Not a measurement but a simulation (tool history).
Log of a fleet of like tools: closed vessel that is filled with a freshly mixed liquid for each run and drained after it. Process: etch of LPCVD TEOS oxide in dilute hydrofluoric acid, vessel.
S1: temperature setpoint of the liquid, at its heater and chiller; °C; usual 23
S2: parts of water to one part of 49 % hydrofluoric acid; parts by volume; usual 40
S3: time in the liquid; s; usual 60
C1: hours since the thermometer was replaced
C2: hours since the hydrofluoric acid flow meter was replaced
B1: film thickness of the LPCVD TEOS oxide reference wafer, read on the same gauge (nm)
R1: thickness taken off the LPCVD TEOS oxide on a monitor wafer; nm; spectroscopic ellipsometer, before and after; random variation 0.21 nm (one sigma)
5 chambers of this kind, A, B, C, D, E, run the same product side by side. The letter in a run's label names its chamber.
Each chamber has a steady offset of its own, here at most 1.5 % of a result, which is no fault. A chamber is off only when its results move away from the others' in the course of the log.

| run | hour | S1 | S2 | S3 | C1 | C2 | B1 | R1 |
|---|---|---|---|---|---|---|---|---|
| 1D | 9.4 | 23 | 40 | 60 | 1357.6 | 2220.5 | 130.01 | 26.456 |
| 2C | 18.4 | 23 | 40 | 60 | 71.3 | 565.4 | 129.98 | 26.597 |
|  | 21.1 | chamber D: hydrofluoric acid flow meter replaced |
| 3E | 25.3 | 23 | 40 | 60 | 125.1 | 224.5 | 130.01 | 25.857 |
| 4B | 33.8 | 23 | 40 | 60 | 51.1 | 111.5 | 130 | 25.99 |
| 5A | 42.8 | 23 | 40 | 60 | 335.1 | 267.1 | 130.02 | 26.084 |
| 6B | 47.3 | 25.5 | 40 | 85 | 64.6 | 125 | 130.02 | 40.65 |
| 7E | 55.8 | 25.5 | 40 | 85 | 155.6 | 255 | 130.01 | 40.554 |
| 8A | 64.4 | 25.5 | 40 | 85 | 356.7 | 288.7 | 129.98 | 40.881 |
| 9C | 70.1 | 25.5 | 40 | 85 | 123 | 617.1 | 130 | 40.876 |
| 10D | 78.5 | 25.5 | 40 | 85 | 1426.7 | 57.5 | 129.99 | 41.771 |
| 11B | 83.9 | 23 | 40 | 60 | 101.2 | 161.6 | 129.96 | 26.056 |
| 12C | 88 | 23 | 40 | 60 | 140.9 | 635 | 130.02 | 26.516 |
| 13E | 96.4 | 23 | 40 | 60 | 196.2 | 295.6 | 129.99 | 25.503 |
| 14D | 104.3 | 23 | 40 | 60 | 1452.5 | 83.3 | 129.99 | 26.952 |
| 15A | 111.7 | 23 | 50 | 60 | 404 | 336 | 130.01 | 20.684 |
| 16C | 118.5 | 23 | 50 | 60 | 171.4 | 665.5 | 130.01 | 20.73 |
| 17B | 126.7 | 23 | 50 | 60 | 144 | 204.4 | 130.01 | 20.541 |
| 18E | 134.2 | 23 | 50 | 60 | 234 | 333.4 | 130.01 | 20.147 |
| 19A | 142.7 | 23 | 50 | 60 | 435 | 367 | 130 | 20.448 |
| 20D | 148.6 | 18 | 40 | 60 | 1496.8 | 127.6 | 130.01 | 21.329 |
| 21E | 156.7 | 18 | 40 | 60 | 256.5 | 355.9 | 129.98 | 20.529 |
| 22C | 165.3 | 18 | 40 | 60 | 218.2 | 712.3 | 130 | 21.219 |
| 23D | 171.2 | 18 | 40 | 60 | 1519.4 | 150.2 | 130 | 21.34 |
| 24A | 175.5 | 18 | 40 | 60 | 467.8 | 399.8 | 130.01 | 21.112 |
| 25B | 184.9 | 23 | 40 | 60 | 202.2 | 262.6 | 130 | 26.286 |
| 26E | 189.8 | 23 | 40 | 60 | 289.6 | 389 | 130.02 | 24.925 |
| 27C | 194.1 | 23 | 40 | 60 | 247 | 741.1 | 130 | 26.218 |
| 28A | 198.8 | 23 | 40 | 60 | 491.1 | 423.1 | 129.99 | 25.899 |
| 29D | 205.5 | 23 | 40 | 60 | 1553.7 | 184.5 | 130 | 26.687 |
| 30B | 214.5 | 23 | 30 | 60 | 231.8 | 292.2 | 129.99 | 35.552 |
| 31B | 222.4 | 23 | 30 | 60 | 239.7 | 300.1 | 130.01 | 35.624 |
| 32D | 230.1 | 23 | 30 | 60 | 1578.3 | 209.1 | 129.99 | 36.072 |
| 33C | 237.5 | 23 | 30 | 60 | 290.4 | 784.5 | 130.02 | 35.147 |
| 34A | 244.6 | 23 | 30 | 60 | 536.9 | 468.9 | 129.99 | 34.983 |
| 35E | 248.7 | 23 | 40 | 60 | 348.5 | 447.9 | 130 | 24.368 |
| 36B | 254.4 | 23 | 40 | 60 | 271.7 | 332.1 | 129.99 | 26.206 |
| 37A | 261.9 | 23 | 40 | 60 | 554.2 | 486.2 | 130.03 | 25.916 |
| 38C | 269.5 | 23 | 40 | 60 | 322.4 | 816.5 | 130.01 | 26.025 |
| 39E | 277.7 | 23 | 40 | 60 | 377.5 | 476.9 | 130 | 24.303 |
| 40D | 286.2 | 23 | 40 | 60 | 1634.4 | 265.2 | 130.02 | 26.753 |
| 41B | 292.6 | 23 | 40 | 60 | 309.9 | 370.3 | 129.99 | 26.305 |
| 42C | 299.2 | 23 | 40 | 60 | 352.1 | 846.2 | 130 | 26.168 |
| 43D | 307.7 | 23 | 40 | 60 | 1655.9 | 286.7 | 129.99 | 26.247 |

All 5 chambers run these settings next. Forecast each chamber's results:
| 44A | 314.5 | 23 | 30 | 60 |  |  |  | ? |
| 44B | 314.5 | 23 | 30 | 60 |  |  |  | ? |
| 44C | 314.5 | 23 | 30 | 60 |  |  |  | ? |
| 44D | 314.5 | 23 | 30 | 60 |  |  |  | ? |
| 44E | 314.5 | 23 | 30 | 60 |  |  |  | ? |

| run | R1 |
|---|---|
| 44A | 35.142 |
| 44B | 35.646 |
| 44C | 34.73 |
| 44D | 36.073 |
| 44E | 31.908 |
